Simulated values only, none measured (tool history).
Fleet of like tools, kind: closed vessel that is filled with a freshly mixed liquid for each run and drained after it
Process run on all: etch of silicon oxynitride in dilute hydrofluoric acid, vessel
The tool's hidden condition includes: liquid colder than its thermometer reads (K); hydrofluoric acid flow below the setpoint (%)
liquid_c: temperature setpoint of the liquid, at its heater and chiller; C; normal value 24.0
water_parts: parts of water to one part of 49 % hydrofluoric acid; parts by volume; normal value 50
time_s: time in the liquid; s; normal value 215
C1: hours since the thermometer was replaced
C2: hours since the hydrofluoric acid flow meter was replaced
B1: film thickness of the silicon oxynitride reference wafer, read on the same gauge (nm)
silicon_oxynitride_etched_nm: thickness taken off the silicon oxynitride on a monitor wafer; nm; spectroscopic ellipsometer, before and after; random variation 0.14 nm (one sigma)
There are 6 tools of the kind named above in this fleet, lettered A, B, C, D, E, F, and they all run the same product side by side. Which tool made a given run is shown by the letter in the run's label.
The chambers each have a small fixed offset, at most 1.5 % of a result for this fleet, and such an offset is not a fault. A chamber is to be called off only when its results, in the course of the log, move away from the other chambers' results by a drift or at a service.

run 1C hour=3.5 | liquid_c=24.0 water_parts=50 time_s=215 | C1=617.9 C2=1737.3 | B1=50.013 | silicon_oxynitride_etched_nm=16.797
run 2E hour=5.9 | liquid_c=24.0 water_parts=50 time_s=215 | C1=45.9 C2=779.8 | B1=50.009 | silicon_oxynitride_etched_nm=16.751
run 3B hour=8.7 | liquid_c=24.0 water_parts=50 time_s=215 | C1=164.0 C2=113.2 | B1=50.026 | silicon_oxynitride_etched_nm=16.732
run 4D hour=11.4 | liquid_c=24.0 water_parts=50 time_s=215 | C1=517.7 C2=1140.7 | B1=49.984 | silicon_oxynitride_etched_nm=16.438
run 5F hour=13.4 | liquid_c=24.0 water_parts=50 time_s=215 | C1=400.3 C2=1553.0 | B1=49.988 | silicon_oxynitride_etched_nm=16.410
run 6A hour=15.9 | liquid_c=24.0 water_parts=50 time_s=215 | C1=254.0 C2=365.1 | B1=50.043 | silicon_oxynitride_etched_nm=16.653
run 7B hour=17.9 | liquid_c=24.0 water_parts=50 time_s=215 | C1=173.2 C2=122.4 | B1=50.004 | silicon_oxynitride_etched_nm=16.592
run 8D hour=20.8 | liquid_c=24.0 water_parts=50 time_s=215 | C1=527.1 C2=1150.1 | B1=49.995 | silicon_oxynitride_etched_nm=16.262
run 9E hour=23.8 | liquid_c=24.0 water_parts=50 time_s=215 | C1=63.8 C2=797.7 | B1=49.986 | silicon_oxynitride_etched_nm=17.025
run 10C hour=26.1 | liquid_c=24.0 water_parts=50 time_s=215 | C1=640.5 C2=1759.9 | B1=49.975 | silicon_oxynitride_etched_nm=16.732
run 11F hour=29.5 | liquid_c=24.0 water_parts=50 time_s=215 | C1=416.4 C2=1569.1 | B1=50.023 | silicon_oxynitride_etched_nm=16.182
run 12A hour=31.4 | liquid_c=24.0 water_parts=50 time_s=215 | C1=269.5 C2=380.6 | B1=49.985 | silicon_oxynitride_etched_nm=16.632
run 13E hour=35.5 | liquid_c=24.0 water_parts=50 time_s=215 | C1=75.5 C2=809.4 | B1=50.033 | silicon_oxynitride_etched_nm=17.008
run 14B hour=37.9 | liquid_c=24.0 water_parts=50 time_s=215 | C1=193.2 C2=142.4 | B1=49.970 | silicon_oxynitride_etched_nm=16.446
run 15C hour=40.4 | liquid_c=24.0 water_parts=50 time_s=215 | C1=654.8 C2=1774.2 | B1=50.016 | silicon_oxynitride_etched_nm=16.905
-- hour=41.3 chamber D: thermometer replaced
run 16D hour=42.6 | liquid_c=24.0 water_parts=50 time_s=215 | C1=1.4 C2=1171.9 | B1=49.966 | silicon_oxynitride_etched_nm=16.399
run 17A hour=44.6 | liquid_c=24.0 water_parts=50 time_s=215 | C1=282.7 C2=393.8 | B1=49.969 | silicon_oxynitride_etched_nm=16.383
run 18F hour=46.9 | liquid_c=24.0 water_parts=50 time_s=215 | C1=433.8 C2=1586.5 | B1=50.021 | silicon_oxynitride_etched_nm=16.301
run 19E hour=50.0 | liquid_c=24.0 water_parts=70 time_s=275 | C1=90.0 C2=823.9 | B1=50.000 | silicon_oxynitride_etched_nm=14.903
run 20B hour=52.8 | liquid_c=24.0 water_parts=70 time_s=275 | C1=208.1 C2=157.3 | B1=49.984 | silicon_oxynitride_etched_nm=14.772
run 21C hour=55.7 | liquid_c=24.0 water_parts=70 time_s=275 | C1=670.1 C2=1789.5 | B1=49.983 | silicon_oxynitride_etched_nm=14.837
run 22F hour=57.6 | liquid_c=24.0 water_parts=70 time_s=275 | C1=444.5 C2=1597.2 | B1=49.975 | silicon_oxynitride_etched_nm=14.596
run 23D hour=60.6 | liquid_c=24.0 water_parts=70 time_s=275 | C1=19.4 C2=1189.9 | B1=49.946 | silicon_oxynitride_etched_nm=14.656
run 24A hour=63.1 | liquid_c=24.0 water_parts=70 time_s=275 | C1=301.2 C2=412.3 | B1=50.040 | silicon_oxynitride_etched_nm=14.857
run 25B hour=66.1 | liquid_c=24.0 water_parts=50 time_s=215 | C1=221.4 C2=170.6 | B1=49.999 | silicon_oxynitride_etched_nm=16.522
run 26F hour=69.2 | liquid_c=24.0 water_parts=50 time_s=215 | C1=456.1 C2=1608.8 | B1=49.996 | silicon_oxynitride_etched_nm=16.107
run 27D hour=71.7 | liquid_c=24.0 water_parts=50 time_s=215 | C1=30.5 C2=1201.0 | B1=49.987 | silicon_oxynitride_etched_nm=16.573
run 28E hour=74.5 | liquid_c=24.0 water_parts=50 time_s=215 | C1=114.5 C2=848.4 | B1=50.014 | silicon_oxynitride_etched_nm=15.740
run 29C hour=78.1 | liquid_c=24.0 water_parts=50 time_s=215 | C1=692.5 C2=1811.9 | B1=49.994 | silicon_oxynitride_etched_nm=16.419
run 30A hour=80.2 | liquid_c=24.0 water_parts=50 time_s=215 | C1=318.3 C2=429.4 | B1=50.013 | silicon_oxynitride_etched_nm=16.366
run 31E hour=83.4 | liquid_c=28.5 water_parts=35 time_s=215 | C1=123.4 C2=857.3 | B1=49.983 | silicon_oxynitride_etched_nm=27.978
run 32A hour=86.4 | liquid_c=28.5 water_parts=35 time_s=215 | C1=324.5 C2=435.6 | B1=50.038 | silicon_oxynitride_etched_nm=29.748
run 33B hour=88.6 | liquid_c=28.5 water_parts=35 time_s=215 | C1=243.9 C2=193.1 | B1=50.064 | silicon_oxynitride_etched_nm=29.820
run 34D hour=91.6 | liquid_c=28.5 water_parts=35 time_s=215 | C1=50.4 C2=1220.9 | B1=49.969 | silicon_oxynitride_etched_nm=29.586
run 35C hour=93.9 | liquid_c=28.5 water_parts=35 time_s=215 | C1=708.3 C2=1827.7 | B1=50.010 | silicon_oxynitride_etched_nm=30.036
run 36F hour=96.9 | liquid_c=28.5 water_parts=35 time_s=215 | C1=483.8 C2=1636.5 | B1=49.994 | silicon_oxynitride_etched_nm=29.696
run 37E hour=100.9 | liquid_c=24.0 water_parts=50 time_s=215 | C1=140.9 C2=874.8 | B1=50.029 | silicon_oxynitride_etched_nm=15.348
run 38C hour=104.9 | liquid_c=24.0 water_parts=50 time_s=215 | C1=719.3 C2=1838.7 | B1=49.994 | silicon_oxynitride_etched_nm=16.463
run 39B hour=108.5 | liquid_c=24.0 water_parts=50 time_s=215 | C1=263.8 C2=213.0 | B1=49.992 | silicon_oxynitride_etched_nm=16.543

Decide between three cases: one chamber stands off from its peers, the gauge reading all wafers drifts, or nothing is wrong past each chamber's small offset. Where a chamber is off, say which and what most likely put it there.

One chamber, E, drifts off from the rest bit by bit.
What lies behind it: hydrofluoric acid flow below the setpoint (%) = 10.4.
It could be hard to tell apart here from: liquid colder than its thermometer reads (K).

Here are 4 candidates for chamber E's next run, each the usual settings with a change, their results left as question marks. Which one brings its results back in line with what the others give on the usual settings?
In line here means within this much of the mean the other chambers give on the usual settings: silicon_oxynitride_etched_nm 0.490 nm
run 40E-1 hour=111.6 | liquid_c=24.0 water_parts=55 time_s=215 | silicon_oxynitride_etched_nm=?
run 40E-2 hour=111.6 | liquid_c=26.0 water_parts=50 time_s=215 | silicon_oxynitride_etched_nm=?
run 40E-3 hour=111.6 | liquid_c=24.0 water_parts=50 time_s=205 | silicon_oxynitride_etched_nm=?
run 40E-4 hour=111.6 | liquid_c=24.0 water_parts=50 time_s=225 | silicon_oxynitride_etched_nm=?

What the other chambers average on the usual settings: silicon_oxynitride_etched_nm 16.468 nm
run=40E-1 silicon_oxynitride_etched_nm=13.515
run=40E-2 silicon_oxynitride_etched_nm=16.471
run=40E-3 silicon_oxynitride_etched_nm=14.240
run=40E-4 silicon_oxynitride_etched_nm=15.630
It is 40E-2 that realigns the chamber with its peers.
